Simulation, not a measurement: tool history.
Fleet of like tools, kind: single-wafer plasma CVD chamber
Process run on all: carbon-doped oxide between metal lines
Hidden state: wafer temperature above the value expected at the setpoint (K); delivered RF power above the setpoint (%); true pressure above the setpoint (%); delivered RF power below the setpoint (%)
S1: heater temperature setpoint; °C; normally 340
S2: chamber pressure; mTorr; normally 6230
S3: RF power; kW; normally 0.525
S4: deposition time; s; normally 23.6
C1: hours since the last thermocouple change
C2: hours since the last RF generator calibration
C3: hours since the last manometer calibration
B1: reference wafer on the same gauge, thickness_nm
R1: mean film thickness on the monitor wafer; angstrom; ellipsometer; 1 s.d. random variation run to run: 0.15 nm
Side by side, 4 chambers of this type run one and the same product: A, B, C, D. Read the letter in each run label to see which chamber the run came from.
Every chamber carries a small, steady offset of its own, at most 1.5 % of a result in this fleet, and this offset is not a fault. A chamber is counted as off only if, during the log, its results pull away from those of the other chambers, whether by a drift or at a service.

| run | day | S1 | S2 | S3 | S4 | C1 | C2 | C3 | B1 | R1 |
|---|---|---|---|---|---|---|---|---|---|---|
| 1D | 0.138 | 340 | 6230 | 0.525 | 23.6 | 2290.6 | 450.6 | 1780.3 | 155 | 1308.7 |
| 2A | 0.254 | 340 | 6230 | 0.525 | 23.6 | 500 | 392.8 | 382.7 | 154.93 | 1336 |
| 3B | 0.438 | 340 | 6230 | 0.525 | 23.6 | 611.3 | 1454.5 | 828.1 | 154.93 | 1327.7 |
| 4C | 0.533 | 340 | 6230 | 0.525 | 23.6 | 2957.5 | 408 | 873.8 | 154.88 | 1325.4 |
| 5C | 0.671 | 340 | 6230 | 0.525 | 23.6 | 2960.8 | 411.3 | 877.1 | 154.93 | 1322.9 |
| 6A | 0.792 | 340 | 6230 | 0.525 | 23.6 | 512.9 | 405.7 | 395.6 | 154.84 | 1336.5 |
| 7B | 0.958 | 340 | 6230 | 0.525 | 23.6 | 623.8 | 1467 | 840.6 | 154.88 | 1324.5 |
| 8D | 1.1 | 340 | 6230 | 0.525 | 23.6 | 2313.7 | 473.7 | 1803.4 | 154.85 | 1307.5 |
| 9C | 1.254 | 340 | 6230 | 0.525 | 23.6 | 2974.8 | 425.3 | 891.1 | 154.8 | 1321.5 |
| 10B | 1.383 | 349 | 6230 | 0.625 | 23.6 | 634 | 1477.2 | 850.8 | 154.79 | 1435.7 |
| 11A | 1.517 | 349 | 6230 | 0.625 | 23.6 | 530.3 | 423.1 | 413 | 154.81 | 1447.3 |
| 12D | 1.654 | 349 | 6230 | 0.625 | 23.6 | 2327 | 487 | 1816.7 | 154.78 | 1415.4 |
| 13A | 1.788 | 349 | 6230 | 0.625 | 23.6 | 536.8 | 429.6 | 419.5 | 154.75 | 1449.9 |
| 14B | 1.921 | 340 | 6230 | 0.525 | 23.6 | 646.9 | 1490.1 | 863.7 | 154.78 | 1324.7 |
| 15C | 2.042 | 340 | 6230 | 0.525 | 23.6 | 2993.7 | 444.2 | 910 | 154.69 | 1320.5 |
| 16D | 2.192 | 340 | 6230 | 0.525 | 23.6 | 2339.9 | 499.9 | 1829.6 | 154.68 | 1305.5 |
| 17C | 2.354 | 340 | 6230 | 0.525 | 23.6 | 3001.2 | 451.7 | 917.5 | 154.72 | 1323.1 |
| 18B | 2.517 | 340 | 6230 | 0.525 | 23.6 | 661.2 | 1504.4 | 878 | 154.64 | 1324.6 |
| 19A | 2.633 | 340 | 6230 | 0.525 | 23.6 | 557.1 | 449.9 | 439.8 | 154.67 | 1332.9 |
| 20D | 2.717 | 329 | 6230 | 0.58 | 23.6 | 2352.5 | 512.5 | 1842.2 | 154.64 | 1440.9 |
| 21A | 2.821 | 329 | 6230 | 0.58 | 23.6 | 561.6 | 454.4 | 444.3 | 154.66 | 1472.6 |
| 22B | 2.925 | 329 | 6230 | 0.58 | 23.6 | 671 | 1514.2 | 887.8 | 154.6 | 1459.9 |
| 23D | 3.017 | 329 | 6230 | 0.58 | 23.6 | 2359.7 | 519.7 | 1849.4 | 154.54 | 1436.1 |
| 24C | 3.154 | 340 | 6230 | 0.525 | 23.6 | 3020.4 | 470.9 | 936.7 | 154.6 | 1320 |
| 25B | 3.338 | 340 | 6230 | 0.525 | 23.6 | 680.9 | 1524.1 | 897.7 | 154.56 | 1323.5 |
| 26D | 3.442 | 340 | 6230 | 0.525 | 23.6 | 2369.9 | 529.9 | 1859.6 | 154.53 | 1302.1 |
| 27C | 3.525 | 340 | 6230 | 0.435 | 26.2 | 3029.3 | 479.8 | 945.6 | 154.56 | 1299 |
| 28A | 3.604 | 340 | 6230 | 0.435 | 26.2 | 580.4 | 473.2 | 463.1 | 154.51 | 1297.1 |
| 29B | 3.771 | 340 | 6230 | 0.435 | 26.2 | 691.3 | 1534.5 | 908.1 | 154.46 | 1296.3 |
| 30D | 3.875 | 340 | 6230 | 0.435 | 26.2 | 2380.3 | 540.3 | 1870 | 154.54 | 1277.7 |
| 31C | 4.012 | 340 | 6230 | 0.525 | 23.6 | 3041 | 491.5 | 957.3 | 154.46 | 1322.3 |
| 32A | 4.196 | 340 | 6230 | 0.525 | 23.6 | 594.6 | 487.4 | 477.3 | 154.42 | 1329.8 |
| 33B | 4.346 | 340 | 6230 | 0.525 | 23.6 | 705.1 | 1548.3 | 921.9 | 154.41 | 1324.4 |
| 34D | 4.504 | 326 | 6230 | 0.525 | 23.6 | 2395.4 | 555.4 | 1885.1 | 154.35 | 1366 |
| 35C | 4.658 | 326 | 6230 | 0.525 | 23.6 | 3056.5 | 507 | 972.8 | 154.38 | 1383.3 |
| 36A | 4.825 | 326 | 6230 | 0.525 | 23.6 | 609.7 | 502.5 | 492.4 | 154.36 | 1395.7 |
| 37A | 4.979 | 326 | 6230 | 0.525 | 23.6 | 613.4 | 506.2 | 496.1 | 154.32 | 1394.9 |
| 38B | 5.162 | 340 | 6230 | 0.525 | 23.6 | 724.7 | 1567.9 | 941.5 | 154.33 | 1322.4 |
| 39C | 5.321 | 340 | 6230 | 0.525 | 23.6 | 3072.4 | 522.9 | 988.7 | 154.29 | 1319.5 |

Predict what each chamber gives when all 4 of them run the settings below next.
| 40A | 5.454 | 340 | 5690 | 0.525 | 23.6 |  |  |  |  | ? |
| 40B | 5.454 | 340 | 5690 | 0.525 | 23.6 |  |  |  |  | ? |
| 40C | 5.454 | 340 | 5690 | 0.525 | 23.6 |  |  |  |  | ? |
| 40D | 5.454 | 340 | 5690 | 0.525 | 23.6 |  |  |  |  | ? |

| run | R1 |
|---|---|
| 40A | 1315.2 |
| 40B | 1307.5 |
| 40C | 1307 |
| 40D | 1289.3 |
